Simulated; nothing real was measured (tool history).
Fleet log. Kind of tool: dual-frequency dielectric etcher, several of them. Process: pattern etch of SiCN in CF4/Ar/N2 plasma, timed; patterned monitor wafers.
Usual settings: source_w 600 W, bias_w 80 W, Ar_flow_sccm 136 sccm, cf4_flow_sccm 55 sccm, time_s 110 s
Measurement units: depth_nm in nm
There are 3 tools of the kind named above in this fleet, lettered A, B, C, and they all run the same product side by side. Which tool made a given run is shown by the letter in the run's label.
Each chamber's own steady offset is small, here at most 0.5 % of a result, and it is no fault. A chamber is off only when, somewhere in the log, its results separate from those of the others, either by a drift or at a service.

run   hour  source_w  bias_w  Ar_flow_sccm  cf4_flow_sccm  time_s  hours since the last wet clean  hours since the last source power generator calibration  hours since the last bias power generator calibration  hours since the last Ar flow controller change  hours since the last CF4 flow controller change  read-back reference wafer on the same gauge, depth_nm  depth_nm
 1C    4.3       600      80           136             55     110                           225.7                                                    864.1                                                  632.3                                          1240.1                                           2338.9                                                 94.998    115.50
 2A    8.0       600      80           136             55     110                           334.8                                                   2517.4                                                 1364.1                                          2006.5                                            279.8                                                 94.994    115.82
 3B   15.6       600      80           136             55     110                           386.3                                                   1396.2                                                  800.1                                          1362.3                                            679.9                                                 94.941    115.08
 4A   21.0       600      80           136             55     110                           347.8                                                   2530.4                                                 1377.1                                          2019.5                                            292.8                                                 94.954    115.47
 5C   25.3       600      80           136             55     110                           246.7                                                    885.1                                                  653.3                                          1261.1                                           2359.9                                                 94.886    115.76
 6B   32.3       600      80           136             55     110                           403.0                                                   1412.9                                                  816.8                                          1379.0                                            696.6                                                 94.915    115.35
 7A   39.7       600      80           136             55     110                           366.5                                                   2549.1                                                 1395.8                                          2038.2                                            311.5                                                 94.841    115.38
      42.5  -- chamber B: wet clean of the chamber
 8C   44.7       600      80           136             55     110                           266.1                                                    904.5                                                  672.7                                          1280.5                                           2379.3                                                 94.856    115.48
 9B   51.9       600      80           136             55     110                             9.5                                                   1432.5                                                  836.4                                          1398.6                                            716.2                                                 94.820    115.25
10A   57.9       600      80           136             55     110                           384.7                                                   2567.3                                                 1414.0                                          2056.4                                            329.7                                                 94.834    115.35
11B   64.5       600      80           136             55     110                            22.1                                                   1445.1                                                  849.0                                          1411.2                                            728.8                                                 94.777    115.28
12C   70.9       600      80           136             55     110                           292.3                                                    930.7                                                  698.9                                          1306.7                                           2405.5                                                 94.763    115.57
13B   75.0       600      80           136             55     110                            32.6                                                   1455.6                                                  859.5                                          1421.7                                            739.3                                                 94.730    115.27
14A   81.0       600      80           136             55     110                           407.8                                                   2590.4                                                 1437.1                                          2079.5                                            352.8                                                 94.747    115.37
15C   88.1       600      80           136             55     110                           309.5                                                    947.9                                                  716.1                                          1323.9                                           2422.7                                                 94.695    115.25
16A   92.1       600      80           136             55     110                           418.9                                                   2601.5                                                 1448.2                                          2090.6                                            363.9                                                 94.668    115.14
17C   97.5       600      80           136             55     110                           318.9                                                    957.3                                                  725.5                                          1333.3                                           2432.1                                                 94.655    115.47
18B  101.6       600      80           136             55     110                            59.2                                                   1482.2                                                  886.1                                          1448.3                                            765.9                                                 94.661    114.98
19A  106.1       600      80           136             55     110                           432.9                                                   2615.5                                                 1462.2                                          2104.6                                            377.9                                                 94.630    115.22
20C  110.8       600      80           136             55     110                           332.2                                                    970.6                                                  738.8                                          1346.6                                           2445.4                                                 94.624    115.50
21B  116.8       600      80           136             55     110                            74.4                                                   1497.4                                                  901.3                                          1463.5                                            781.1                                                 94.610    115.16
22B  121.4       600      80           136             55     110                            79.0                                                   1502.0                                                  905.9                                          1468.1                                            785.7                                                 94.613    114.89
23C  126.4       600      80           136             55     110                           347.8                                                    986.2                                                  754.4                                          1362.2                                           2461.0                                                 94.568    115.16
24A  133.5       600      80           136             55     110                           460.3                                                   2642.9                                                 1489.6                                          2132.0                                            405.3                                                 94.567    115.22

Is one chamber out of step, is the gauge drifting, or do the chambers differ by no more than their own small offsets? For an off chamber, give its letter and the likeliest cause.

The gauge drifts, so all chambers seem to drift together. No chamber is off.
Likeliest cause: gauge reads low (%) = 0.5.
